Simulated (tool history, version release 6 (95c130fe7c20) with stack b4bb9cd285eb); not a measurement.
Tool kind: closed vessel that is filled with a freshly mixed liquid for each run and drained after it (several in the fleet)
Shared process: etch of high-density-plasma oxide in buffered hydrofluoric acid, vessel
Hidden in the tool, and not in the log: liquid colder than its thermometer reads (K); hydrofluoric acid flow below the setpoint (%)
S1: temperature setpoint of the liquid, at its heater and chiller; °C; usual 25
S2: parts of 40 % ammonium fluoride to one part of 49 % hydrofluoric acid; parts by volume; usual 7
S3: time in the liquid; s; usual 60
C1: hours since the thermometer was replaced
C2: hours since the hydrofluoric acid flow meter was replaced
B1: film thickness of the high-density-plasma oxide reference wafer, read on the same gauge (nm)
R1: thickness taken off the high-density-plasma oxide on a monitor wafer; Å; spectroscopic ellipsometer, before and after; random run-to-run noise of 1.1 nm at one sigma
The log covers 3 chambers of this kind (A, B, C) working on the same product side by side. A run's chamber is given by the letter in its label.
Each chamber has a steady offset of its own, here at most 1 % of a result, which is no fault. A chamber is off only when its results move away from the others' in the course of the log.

run    day    S1  S2  S3      C1      C2      B1      R1
 1C  0.442    25   7  60  1233.6  1034.8  29.992  2450.6
 2B  0.904    25   7  60    2258  1107.8   29.99  2428.4
 3A  1.183    25   7  60   342.8   346.4  30.029  2422.3
 4B  1.492    25   7  60  2272.1  1121.9  29.996  2435.5
 5A  1.733    25   7  60     356   359.6  30.007  2412.2
 6C  1.967  29.5   7  95  1270.2  1071.4  30.006  4887.6
 7A  2.221  29.5   7  95   367.7   371.3  30.012  4890.4
 8C  2.533  29.5   7  95  1283.8    1085  29.983  4875.2
     2.754  -- chamber C: hydrofluoric acid flow meter replaced
 9B  2.942    25   7  60  2306.9  1156.7  30.024    2438
10B  3.212    25   7  60  2313.4  1163.2  30.006  2441.8
11A  3.621    25   7  60   401.3   404.9  29.983  2409.4
12C  3.846    25   7  60  1315.3    26.3  29.997  2410.3
13B  4.317    25   7  60  2339.9  1189.7  30.006  2432.6
14C  4.579    25   7  60  1332.9    43.9  30.012  2389.5
15A  4.971    25   7  50   433.7   437.3  29.982  2005.5
16C  5.279    25   7  50  1349.7    60.7  29.977    1969
17A   5.75    25   7  50   452.4     456  29.984  2030.2
18B   6.15    25   7  60  2383.9  1233.7  30.009  2437.1
19B  6.621    25   7  60  2395.2    1245  30.013  2447.4
20C      7    25   7  60    1391     102  29.979  2346.8
21A  7.279    25   7  60   489.1   492.7  30.021  2427.8
22C  7.492    25   7  60  1402.8   113.8  29.986  2338.8
23B  7.771    25   7  60  2422.8  1272.6  29.989  2453.2
       7.9  -- chamber B: hydrofluoric acid flow meter replaced
24A  8.021    25   7  60   506.9   510.5  29.999  2431.4
25A  8.312    25   7  60   513.9   517.5  30.005  2403.1
26C  8.758    25   7  60  1433.2   144.2  29.996  2304.1
27B  9.196    25   7  60    2457    31.1  30.022    2441

Predict what each chamber gives when all 3 of them run the settings below next.
28A  9.533  20.5   7  60               ?
28B  9.533  20.5   7  60               ?
28C  9.533  20.5   7  60               ?

run      R1
28A    1894
28B  1911.8
28C  1764.3
